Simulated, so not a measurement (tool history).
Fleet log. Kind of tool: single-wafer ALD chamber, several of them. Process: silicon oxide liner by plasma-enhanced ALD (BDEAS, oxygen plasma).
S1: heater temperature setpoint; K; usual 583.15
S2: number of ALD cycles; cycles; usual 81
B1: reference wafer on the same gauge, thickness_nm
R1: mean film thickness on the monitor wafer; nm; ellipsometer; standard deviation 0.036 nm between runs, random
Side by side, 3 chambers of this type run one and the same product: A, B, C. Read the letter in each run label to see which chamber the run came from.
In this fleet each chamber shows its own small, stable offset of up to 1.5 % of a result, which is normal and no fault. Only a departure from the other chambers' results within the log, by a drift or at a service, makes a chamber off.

{"run": "1B", "hour": 4.6, "S1": 583.15, "S2": 81, "B1": 8.651, "R1": 7.5032}
{"run": "2A", "hour": 8.0, "S1": 583.15, "S2": 81, "B1": 8.6547, "R1": 7.3279}
{"run": "3C", "hour": 11.3, "S1": 583.15, "S2": 81, "B1": 8.6369, "R1": 7.3955}
{"run": "4B", "hour": 13.7, "S1": 583.15, "S2": 81, "B1": 8.6489, "R1": 7.5105}
{"run": "5C", "hour": 16.6, "S1": 570.15, "S2": 81, "B1": 8.6423, "R1": 7.6307}
{"run": "6A", "hour": 19.7, "S1": 570.15, "S2": 81, "B1": 8.6481, "R1": 7.4833}
{"run": "7A", "hour": 24.1, "S1": 570.15, "S2": 81, "B1": 8.6497, "R1": 7.5066}
{"run": "8B", "hour": 26.9, "S1": 583.15, "S2": 81, "B1": 8.6517, "R1": 7.4785}
{"run": "9C", "hour": 30.1, "S1": 583.15, "S2": 81, "B1": 8.6445, "R1": 7.442}
{"run": "10C", "hour": 34.3, "S1": 571.15, "S2": 88, "B1": 8.651, "R1": 8.2761}
{"run": "11B", "hour": 37.9, "S1": 571.15, "S2": 88, "B1": 8.6433, "R1": 8.2849}
{"run": "12A", "hour": 40.1, "S1": 571.15, "S2": 88, "B1": 8.6438, "R1": 8.1251}
{"run": "13C", "hour": 43.2, "S1": 583.15, "S2": 81, "B1": 8.6515, "R1": 7.3818}
{"run": "14A", "hour": 45.4, "S1": 578.15, "S2": 81, "B1": 8.6558, "R1": 7.3506}
{"run": "15B", "hour": 47.5, "S1": 578.15, "S2": 81, "B1": 8.6461, "R1": 7.6001}
{"run": "16A", "hour": 50.3, "S1": 578.15, "S2": 81, "B1": 8.6576, "R1": 7.3747}
{"run": "17C", "hour": 53.1, "S1": 583.15, "S2": 81, "B1": 8.6437, "R1": 7.3913}
{"run": "18B", "hour": 55.9, "S1": 583.15, "S2": 81, "B1": 8.6567, "R1": 7.49}
{"run": "19A", "hour": 59.3, "S1": 593.15, "S2": 66, "B1": 8.6674, "R1": 5.8748}
{"run": "20B", "hour": 62.5, "S1": 593.15, "S2": 66, "B1": 8.6569, "R1": 6.0495}
{"run": "21C", "hour": 66.4, "S1": 593.15, "S2": 66, "B1": 8.6565, "R1": 5.9436}
{"run": "22A", "hour": 70.6, "S1": 596.15, "S2": 95, "B1": 8.6464, "R1": 8.4545}
{"run": "23C", "hour": 75.2, "S1": 596.15, "S2": 95, "B1": 8.6422, "R1": 8.5519}
{"run": "24B", "hour": 77.8, "S1": 596.15, "S2": 95, "B1": 8.6465, "R1": 8.6621}
{"run": "25B", "hour": 80.2, "S1": 583.15, "S2": 81, "B1": 8.6491, "R1": 7.5423}
{"run": "26A", "hour": 82.4, "S1": 583.15, "S2": 81, "B1": 8.6621, "R1": 7.3185}
{"run": "27C", "hour": 87.0, "S1": 570.15, "S2": 89, "B1": 8.6415, "R1": 8.3254}
{"run": "28B", "hour": 91.4, "S1": 570.15, "S2": 89, "B1": 8.6344, "R1": 8.5137}
{"run": "29C", "hour": 94.3, "S1": 570.15, "S2": 89, "B1": 8.6503, "R1": 8.3822}
{"run": "30A", "hour": 97.7, "S1": 583.15, "S2": 81, "B1": 8.6437, "R1": 7.373}

The same settings go to every chamber for the next run, one line per chamber below. Forecast the results for each:
{"run": "31A", "hour": 101.0, "S1": 573.15, "S2": 81, "R1": "?"}
{"run": "31B", "hour": 101.0, "S1": 573.15, "S2": 81, "R1": "?"}
{"run": "31C", "hour": 101.0, "S1": 573.15, "S2": 81, "R1": "?"}

run=31A R1=7.4579
run=31B R1=7.609
run=31C R1=7.5023
